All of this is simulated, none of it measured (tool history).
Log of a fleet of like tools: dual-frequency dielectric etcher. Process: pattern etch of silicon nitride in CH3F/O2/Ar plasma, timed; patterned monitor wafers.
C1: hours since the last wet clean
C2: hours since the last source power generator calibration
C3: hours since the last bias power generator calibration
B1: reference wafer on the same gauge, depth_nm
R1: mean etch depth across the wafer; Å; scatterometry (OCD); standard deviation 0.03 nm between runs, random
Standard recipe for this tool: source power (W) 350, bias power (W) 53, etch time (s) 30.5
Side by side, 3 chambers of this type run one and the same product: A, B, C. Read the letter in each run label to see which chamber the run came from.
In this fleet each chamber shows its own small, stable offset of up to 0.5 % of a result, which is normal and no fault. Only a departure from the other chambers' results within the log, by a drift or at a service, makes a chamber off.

run 1A hour=7.1 | source_power_(W)=350 bias_power_(W)=53 etch_time_(s)=30.5 | C1=266.2 C2=1610.8 C3=1384.6 | B1=19.703 | R1=182.82
run 2C hour=18 | source_power_(W)=350 bias_power_(W)=53 etch_time_(s)=30.5 | C1=234.9 C2=2294.7 C3=1995.9 | B1=19.702 | R1=183.9
run 3B hour=25.8 | source_power_(W)=350 bias_power_(W)=53 etch_time_(s)=30.5 | C1=230.1 C2=445 C3=1172.5 | B1=19.702 | R1=184.59
run 4B hour=40.3 | source_power_(W)=350 bias_power_(W)=53 etch_time_(s)=30.5 | C1=244.6 C2=459.5 C3=1187 | B1=19.71 | R1=184.11
run 5C hour=51.5 | source_power_(W)=350 bias_power_(W)=53 etch_time_(s)=30.5 | C1=268.4 C2=2328.2 C3=2029.4 | B1=19.716 | R1=183.61
run 6A hour=63.3 | source_power_(W)=390 bias_power_(W)=53 etch_time_(s)=30.5 | C1=322.4 C2=1667 C3=1440.8 | B1=19.73 | R1=191.33
run 7C hour=74.9 | source_power_(W)=390 bias_power_(W)=53 etch_time_(s)=30.5 | C1=291.8 C2=2351.6 C3=2052.8 | B1=19.724 | R1=191.19
run 8B hour=84.7 | source_power_(W)=390 bias_power_(W)=53 etch_time_(s)=30.5 | C1=289 C2=503.9 C3=1231.4 | B1=19.729 | R1=192.02
run 9A hour=97.1 | source_power_(W)=350 bias_power_(W)=53 etch_time_(s)=30.5 | C1=356.2 C2=1700.8 C3=1474.6 | B1=19.724 | R1=183.18
run 10A hour=107.6 | source_power_(W)=350 bias_power_(W)=53 etch_time_(s)=30.5 | C1=366.7 C2=1711.3 C3=1485.1 | B1=19.736 | R1=183.38
run 11B hour=121.7 | source_power_(W)=350 bias_power_(W)=53 etch_time_(s)=30.5 | C1=326 C2=540.9 C3=1268.4 | B1=19.745 | R1=184.97
run 12C hour=131 | source_power_(W)=350 bias_power_(W)=53 etch_time_(s)=38.5 | C1=347.9 C2=2407.7 C3=2108.9 | B1=19.731 | R1=232.95
-- hour=133.2 chamber C: wet clean of the chamber
run 13C hour=146.5 | source_power_(W)=350 bias_power_(W)=53 etch_time_(s)=38.5 | C1=13.4 C2=2423.2 C3=2124.4 | B1=19.74 | R1=232.12
run 14B hour=155.7 | source_power_(W)=350 bias_power_(W)=53 etch_time_(s)=38.5 | C1=360 C2=574.9 C3=1302.4 | B1=19.744 | R1=233.05
-- hour=159 chamber A: wet clean of the chamber
run 15A hour=168.8 | source_power_(W)=350 bias_power_(W)=53 etch_time_(s)=30.5 | C1=9.9 C2=1772.5 C3=1546.3 | B1=19.741 | R1=183.51
run 16C hour=178.1 | source_power_(W)=350 bias_power_(W)=53 etch_time_(s)=30.5 | C1=45 C2=2454.8 C3=2156 | B1=19.752 | R1=183.94
-- hour=178.9 chamber C: source power generator calibrated
run 17B hour=187.4 | source_power_(W)=350 bias_power_(W)=53 etch_time_(s)=30.5 | C1=391.7 C2=606.6 C3=1334.1 | B1=19.762 | R1=184.44
run 18A hour=199.4 | source_power_(W)=350 bias_power_(W)=53 etch_time_(s)=30.5 | C1=40.5 C2=1803.1 C3=1576.9 | B1=19.765 | R1=183.96
run 19C hour=210.4 | source_power_(W)=350 bias_power_(W)=53 etch_time_(s)=30.5 | C1=77.3 C2=31.6 C3=2188.3 | B1=19.766 | R1=183.69
run 20B hour=217.3 | source_power_(W)=350 bias_power_(W)=53 etch_time_(s)=30.5 | C1=421.6 C2=636.5 C3=1364 | B1=19.773 | R1=184.67
-- hour=220.1 chamber B: wet clean of the chamber
run 21A hour=228.3 | source_power_(W)=350 bias_power_(W)=53 etch_time_(s)=30.5 | C1=69.4 C2=1832 C3=1605.8 | B1=19.778 | R1=183.42
run 22B hour=236.8 | source_power_(W)=350 bias_power_(W)=53 etch_time_(s)=30.5 | C1=16.8 C2=656 C3=1383.5 | B1=19.78 | R1=184.43
run 23C hour=249.9 | source_power_(W)=350 bias_power_(W)=53 etch_time_(s)=30.5 | C1=116.8 C2=71.1 C3=2227.8 | B1=19.781 | R1=184.26
-- hour=254.3 chamber A: source power generator calibrated
run 24A hour=259 | source_power_(W)=350 bias_power_(W)=53 etch_time_(s)=30.5 | C1=100.1 C2=4.8 C3=1636.5 | B1=19.78 | R1=183.33
run 25A hour=267.6 | source_power_(W)=420 bias_power_(W)=53 etch_time_(s)=30.5 | C1=108.7 C2=13.4 C3=1645.1 | B1=19.785 | R1=197.41
run 26B hour=276.2 | source_power_(W)=420 bias_power_(W)=53 etch_time_(s)=30.5 | C1=56.2 C2=695.4 C3=1422.9 | B1=19.79 | R1=197.95
run 27C hour=284.7 | source_power_(W)=420 bias_power_(W)=53 etch_time_(s)=30.5 | C1=151.6 C2=105.9 C3=2262.6 | B1=19.787 | R1=197.67
run 28B hour=293.4 | source_power_(W)=350 bias_power_(W)=53 etch_time_(s)=30.5 | C1=73.4 C2=712.6 C3=1440.1 | B1=19.795 | R1=184.68
run 29A hour=305.7 | source_power_(W)=350 bias_power_(W)=53 etch_time_(s)=30.5 | C1=146.8 C2=51.5 C3=1683.2 | B1=19.793 | R1=184.47
run 30C hour=318.3 | source_power_(W)=420 bias_power_(W)=53 etch_time_(s)=38 | C1=185.2 C2=139.5 C3=2296.2 | B1=19.79 | R1=245.83
run 31B hour=332.4 | source_power_(W)=420 bias_power_(W)=53 etch_time_(s)=38 | C1=112.4 C2=751.6 C3=1479.1 | B1=19.805 | R1=246.13
run 32A hour=341.5 | source_power_(W)=420 bias_power_(W)=53 etch_time_(s)=38 | C1=182.6 C2=87.3 C3=1719 | B1=19.808 | R1=245.44
run 33C hour=353 | source_power_(W)=350 bias_power_(W)=53 etch_time_(s)=30.5 | C1=219.9 C2=174.2 C3=2330.9 | B1=19.813 | R1=184.47
run 34B hour=361.4 | source_power_(W)=350 bias_power_(W)=66 etch_time_(s)=22 | C1=141.4 C2=780.6 C3=1508.1 | B1=19.815 | R1=143.51
run 35A hour=369.2 | source_power_(W)=350 bias_power_(W)=66 etch_time_(s)=22 | C1=210.3 C2=115 C3=1746.7 | B1=19.821 | R1=142.73
run 36C hour=383.2 | source_power_(W)=350 bias_power_(W)=66 etch_time_(s)=22 | C1=250.1 C2=204.4 C3=2361.1 | B1=19.817 | R1=143.37
run 37C hour=392.6 | source_power_(W)=350 bias_power_(W)=60 etch_time_(s)=33 | C1=259.5 C2=213.8 C3=2370.5 | B1=19.817 | R1=208.05
run 38B hour=408.3 | source_power_(W)=350 bias_power_(W)=60 etch_time_(s)=33 | C1=188.3 C2=827.5 C3=1555 | B1=19.835 | R1=208.08

Has any chamber moved away from the others, gradually or after a service, or does the common gauge drift, or do the chambers differ only by their own small steady offsets? State the chamber and the most likely cause if one applies.

Every chamber seems to shift together because the gauge that measures them all drifts; the chambers themselves are fine.
Cause: gauge reads high (%) = 0.663.
